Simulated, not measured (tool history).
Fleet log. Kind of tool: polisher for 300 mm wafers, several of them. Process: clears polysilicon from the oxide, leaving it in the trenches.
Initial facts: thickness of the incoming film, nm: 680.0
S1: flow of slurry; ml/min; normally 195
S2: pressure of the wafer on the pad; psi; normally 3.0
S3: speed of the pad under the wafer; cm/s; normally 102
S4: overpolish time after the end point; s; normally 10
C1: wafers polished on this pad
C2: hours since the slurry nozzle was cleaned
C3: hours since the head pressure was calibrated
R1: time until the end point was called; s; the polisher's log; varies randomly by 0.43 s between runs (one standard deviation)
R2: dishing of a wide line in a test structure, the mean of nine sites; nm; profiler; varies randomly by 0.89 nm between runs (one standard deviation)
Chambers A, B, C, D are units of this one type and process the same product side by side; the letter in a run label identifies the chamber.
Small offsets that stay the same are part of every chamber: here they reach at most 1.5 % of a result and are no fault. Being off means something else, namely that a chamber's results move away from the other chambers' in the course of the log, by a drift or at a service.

run	hour	S1	S2	S3	S4	C1	C2	C3	R1	R2
1B	7.9	195	3.0	102	10	341	340.4	278.9	46.848	50.008
2A	16.0	195	3.0	102	10	303	305.1	509.6	47.182	50.114
# hour 18.7: chamber D: slurry nozzle cleaned
3C	21.7	195	3.0	102	10	573	288.2	752.0	46.392	49.323
4D	28.3	195	3.0	102	10	271	9.6	1012.2	47.250	50.904
5A	34.1	195	3.0	102	10	451	323.2	527.7	47.020	50.380
6D	44.0	195	3.0	102	10	400	25.3	1027.9	47.225	49.553
7C	53.4	195	3.0	102	10	832	319.9	783.7	46.551	48.754
8B	64.4	195	3.0	102	10	803	396.9	335.4	47.492	47.622
# hour 65.9: chamber D: worn pad replaced by a new one
9B	73.7	195	3.0	102	10	879	406.2	344.7	46.755	49.722
10D	83.2	195	3.0	102	10	142	64.5	1067.1	46.454	50.309
11C	93.3	195	3.0	102	10	1158	359.8	823.6	46.109	49.081
# hour 99.5: chamber D: head pressure recalibrated
12A	102.2	195	3.0	102	10	1008	391.3	595.8	47.304	48.852
# hour 104.7: chamber A: worn pad replaced by a new one
13C	111.8	215	2.1	102	10	1309	378.3	842.1	65.861	45.188
# hour 116.8: chamber C: worn pad replaced by a new one
14A	124.1	215	2.1	102	10	158	413.2	617.7	66.675	44.209
15D	130.8	215	2.1	102	10	531	112.1	31.3	66.360	46.582
# hour 135.1: chamber D: worn pad replaced by a new one
16B	137.2	215	2.1	102	10	1398	469.7	408.2	66.624	45.929
17A	146.8	195	3.0	102	10	344	435.9	640.4	47.656	48.995
18C	154.6	195	3.3	102	7	309	421.1	884.9	42.058	47.172
19D	165.7	195	3.3	102	7	250	147.0	66.2	42.409	45.169
20B	172.5	195	3.3	102	7	1686	505.0	443.5	44.150	44.446
21B	181.9	195	3.3	102	7	1763	514.4	452.9	43.947	45.127
# hour 184.2: chamber B: slurry nozzle cleaned
22D	191.0	195	3.0	102	10	457	172.3	91.5	46.405	51.427
# hour 198.8: chamber A: head pressure recalibrated
23C	202.2	195	3.0	102	10	698	468.7	932.5	45.946	49.258
24A	208.7	195	3.0	102	10	850	497.8	10.0	46.652	49.989
# hour 213.1: chamber D: worn pad replaced by a new one
25B	215.6	195	3.0	102	10	2039	31.5	486.6	49.325	47.605
26C	226.1	195	3.0	102	10	893	492.6	956.4	46.609	49.675
# hour 233.8: chamber B: head pressure recalibrated
27D	237.0	195	3.0	102	10	195	218.3	137.5	47.058	49.460
# hour 242.5: chamber A: worn pad replaced by a new one
28A	243.2	195	3.0	102	10	5	532.3	44.5	46.892	48.275
# hour 246.8: chamber C: worn pad replaced by a new one
29B	254.1	195	3.0	102	10	2353	70.0	20.3	50.090	47.848
30C	260.8	195	3.0	102	10	114	527.3	991.1	45.414	50.115
31A	270.4	195	3.0	102	10	228	559.5	71.7	47.099	48.411
32D	281.5	195	3.0	102	10	559	262.8	182.0	47.070	49.201
# hour 285.9: chamber D: worn pad replaced by a new one
33A	289.4	195	3.0	102	10	383	578.5	90.7	46.420	51.509
34B	299.0	195	3.0	102	10	2720	114.9	65.2	51.110	48.149
35D	304.6	195	3.0	102	10	153	285.9	205.1	46.814	49.015
36C	312.0	195	3.0	102	10	533	578.5	1042.3	45.747	49.575
37D	322.6	195	3.0	102	10	300	303.9	223.1	46.487	50.691
38B	335.1	195	3.0	102	10	3016	151.0	101.3	52.436	47.594
39A	340.6	195	3.0	102	10	802	629.7	141.9	46.864	48.816
40C	346.3	195	3.0	102	10	813	612.8	1076.6	46.075	50.242

Next, all 4 chambers run the settings below, one line each with question marks for the results. What does each chamber give?
41A	355.4	195	3.0	102	10				?	?
41B	355.4	195	3.0	102	10				?	?
41C	355.4	195	3.0	102	10				?	?
41D	355.4	195	3.0	102	10				?	?

run	R1	R2
41A	47.551	48.603
41B	52.878	46.706
41C	45.838	50.757
41D	46.896	49.959

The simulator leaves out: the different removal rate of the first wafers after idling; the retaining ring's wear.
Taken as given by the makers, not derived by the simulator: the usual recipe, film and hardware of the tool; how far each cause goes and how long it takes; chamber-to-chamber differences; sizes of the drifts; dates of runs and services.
